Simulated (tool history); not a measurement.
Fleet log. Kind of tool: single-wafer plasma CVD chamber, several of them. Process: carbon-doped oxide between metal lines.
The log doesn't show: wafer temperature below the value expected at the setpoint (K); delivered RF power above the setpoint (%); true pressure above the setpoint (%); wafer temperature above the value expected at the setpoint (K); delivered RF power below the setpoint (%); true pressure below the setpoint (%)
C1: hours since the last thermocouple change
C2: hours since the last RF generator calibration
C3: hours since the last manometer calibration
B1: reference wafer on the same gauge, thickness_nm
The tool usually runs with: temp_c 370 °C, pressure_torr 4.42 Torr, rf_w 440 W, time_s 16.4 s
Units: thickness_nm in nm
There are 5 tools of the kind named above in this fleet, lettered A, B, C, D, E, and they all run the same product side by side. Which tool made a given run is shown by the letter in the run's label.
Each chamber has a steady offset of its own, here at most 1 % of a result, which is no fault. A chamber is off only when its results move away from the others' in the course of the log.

{"run": "1A", "day": 0.333, "temp_c": 370, "pressure_torr": 4.42, "rf_w": 440, "time_s": 16.4, "C1": 1617.9, "C2": 23.2, "C3": 1407.8, "B1": 85.605, "thickness_nm": 72.771}
{"run": "2D", "day": 0.692, "temp_c": 370, "pressure_torr": 4.42, "rf_w": 440, "time_s": 16.4, "C1": 1265.6, "C2": 1184.0, "C3": 2457.3, "B1": 85.56, "thickness_nm": 72.472}
{"run": "3C", "day": 0.996, "temp_c": 370, "pressure_torr": 4.42, "rf_w": 440, "time_s": 16.4, "C1": 1075.8, "C2": 2043.7, "C3": 119.8, "B1": 85.546, "thickness_nm": 71.896}
{"run": "4E", "day": 1.275, "temp_c": 370, "pressure_torr": 4.42, "rf_w": 440, "time_s": 16.4, "C1": 852.8, "C2": 50.9, "C3": 995.7, "B1": 85.557, "thickness_nm": 72.348}
{"run": "5B", "day": 1.558, "temp_c": 370, "pressure_torr": 4.42, "rf_w": 405, "time_s": 19.5, "C1": 787.6, "C2": 253.7, "C3": 455.1, "B1": 85.535, "thickness_nm": 81.034}
{"run": "6D", "day": 1.842, "temp_c": 370, "pressure_torr": 4.42, "rf_w": 405, "time_s": 19.5, "C1": 1293.2, "C2": 1211.6, "C3": 2484.9, "B1": 85.512, "thickness_nm": 81.044}
{"run": "7C", "day": 2.046, "temp_c": 370, "pressure_torr": 4.42, "rf_w": 405, "time_s": 19.5, "C1": 1101.0, "C2": 2068.9, "C3": 145.0, "B1": 85.508, "thickness_nm": 80.065}
{"run": "8B", "day": 2.417, "temp_c": 370, "pressure_torr": 4.42, "rf_w": 405, "time_s": 19.5, "C1": 808.2, "C2": 274.3, "C3": 475.7, "B1": 85.491, "thickness_nm": 80.946}
{"run": "9A", "day": 2.633, "temp_c": 370, "pressure_torr": 4.42, "rf_w": 405, "time_s": 19.5, "C1": 1673.1, "C2": 78.4, "C3": 1463.0, "B1": 85.482, "thickness_nm": 81.057}
{"run": "10E", "day": 2.971, "temp_c": 370, "pressure_torr": 4.42, "rf_w": 440, "time_s": 16.4, "C1": 893.5, "C2": 91.6, "C3": 1036.4, "B1": 85.442, "thickness_nm": 72.241}
{"run": "11C", "day": 3.292, "temp_c": 370, "pressure_torr": 4.42, "rf_w": 440, "time_s": 16.4, "C1": 1130.9, "C2": 2098.8, "C3": 174.9, "B1": 85.475, "thickness_nm": 71.828}
{"run": "12A", "day": 3.546, "temp_c": 380, "pressure_torr": 4.42, "rf_w": 440, "time_s": 16.4, "C1": 1695.0, "C2": 100.3, "C3": 1484.9, "B1": 85.448, "thickness_nm": 71.303}
{"run": "13E", "day": 3.788, "temp_c": 380, "pressure_torr": 4.42, "rf_w": 440, "time_s": 16.4, "C1": 913.1, "C2": 111.2, "C3": 1056.0, "B1": 85.413, "thickness_nm": 70.658}
{"run": "14B", "day": 4.021, "temp_c": 380, "pressure_torr": 4.42, "rf_w": 440, "time_s": 16.4, "C1": 846.7, "C2": 312.8, "C3": 514.2, "B1": 85.423, "thickness_nm": 70.955}
{"run": "15D", "day": 4.308, "temp_c": 380, "pressure_torr": 4.42, "rf_w": 440, "time_s": 16.4, "C1": 1352.4, "C2": 1270.8, "C3": 2544.1, "B1": 85.419, "thickness_nm": 71.044}
{"run": "16B", "day": 4.5, "temp_c": 380, "pressure_torr": 4.42, "rf_w": 440, "time_s": 16.4, "C1": 858.2, "C2": 324.3, "C3": 525.7, "B1": 85.408, "thickness_nm": 71.004}
{"run": "17E", "day": 4.708, "temp_c": 370, "pressure_torr": 4.42, "rf_w": 440, "time_s": 18.6, "C1": 935.2, "C2": 133.3, "C3": 1078.1, "B1": 85.405, "thickness_nm": 81.664}
{"run": "18D", "day": 4.933, "temp_c": 370, "pressure_torr": 4.42, "rf_w": 440, "time_s": 18.6, "C1": 1367.4, "C2": 1285.8, "C3": 2559.1, "B1": 85.4, "thickness_nm": 82.154}
{"run": "19A", "day": 5.283, "temp_c": 370, "pressure_torr": 4.42, "rf_w": 440, "time_s": 18.6, "C1": 1736.7, "C2": 142.0, "C3": 1526.6, "B1": 85.367, "thickness_nm": 82.347}
{"run": "20C", "day": 5.7, "temp_c": 370, "pressure_torr": 4.42, "rf_w": 440, "time_s": 18.6, "C1": 1188.7, "C2": 2156.6, "C3": 232.7, "B1": 85.342, "thickness_nm": 81.251}
{"run": "21A", "day": 5.942, "temp_c": 370, "pressure_torr": 4.42, "rf_w": 440, "time_s": 18.6, "C1": 1752.5, "C2": 157.8, "C3": 1542.4, "B1": 85.308, "thickness_nm": 82.115}
{"run": "22D", "day": 6.138, "temp_c": 370, "pressure_torr": 4.42, "rf_w": 440, "time_s": 16.4, "C1": 1396.3, "C2": 1314.7, "C3": 2588.0, "B1": 85.305, "thickness_nm": 72.485}
{"run": "23E", "day": 6.492, "temp_c": 370, "pressure_torr": 4.42, "rf_w": 440, "time_s": 16.4, "C1": 978.0, "C2": 176.1, "C3": 1120.9, "B1": 85.318, "thickness_nm": 72.191}
{"run": "24C", "day": 6.754, "temp_c": 370, "pressure_torr": 4.42, "rf_w": 440, "time_s": 16.4, "C1": 1214.0, "C2": 2181.9, "C3": 258.0, "B1": 85.295, "thickness_nm": 71.712}
{"run": "25B", "day": 7.171, "temp_c": 370, "pressure_torr": 4.42, "rf_w": 440, "time_s": 16.4, "C1": 922.3, "C2": 388.4, "C3": 589.8, "B1": 85.304, "thickness_nm": 72.356}
{"run": "26C", "day": 7.454, "temp_c": 370, "pressure_torr": 4.42, "rf_w": 440, "time_s": 16.4, "C1": 1230.8, "C2": 2198.7, "C3": 274.8, "B1": 85.278, "thickness_nm": 71.628}
{"run": "27A", "day": 7.638, "temp_c": 370, "pressure_torr": 4.42, "rf_w": 440, "time_s": 16.4, "C1": 1793.2, "C2": 198.5, "C3": 1583.1, "B1": 85.242, "thickness_nm": 72.545}
{"run": "28E", "day": 7.838, "temp_c": 370, "pressure_torr": 4.42, "rf_w": 440, "time_s": 16.4, "C1": 1010.3, "C2": 208.4, "C3": 1153.2, "B1": 85.258, "thickness_nm": 72.075}
{"run": "29B", "day": 8.025, "temp_c": 370, "pressure_torr": 4.42, "rf_w": 440, "time_s": 16.4, "C1": 942.8, "C2": 408.9, "C3": 610.3, "B1": 85.235, "thickness_nm": 72.514}
{"run": "30D", "day": 8.221, "temp_c": 370, "pressure_torr": 4.42, "rf_w": 440, "time_s": 16.4, "C1": 1446.3, "C2": 1364.7, "C3": 2638.0, "B1": 85.209, "thickness_nm": 72.432}
{"run": "31D", "day": 8.596, "temp_c": 370, "pressure_torr": 4.42, "rf_w": 480, "time_s": 14.3, "C1": 1455.3, "C2": 1373.7, "C3": 2647.0, "B1": 85.208, "thickness_nm": 67.022}

Is one chamber out of step, is the gauge drifting, or do the chambers differ by no more than their own small offsets? For an off chamber, give its letter and the likeliest cause.

The gauge drifts, so all chambers seem to drift together. No chamber is off.
Cause: gauge reads low (%) = 0.466.

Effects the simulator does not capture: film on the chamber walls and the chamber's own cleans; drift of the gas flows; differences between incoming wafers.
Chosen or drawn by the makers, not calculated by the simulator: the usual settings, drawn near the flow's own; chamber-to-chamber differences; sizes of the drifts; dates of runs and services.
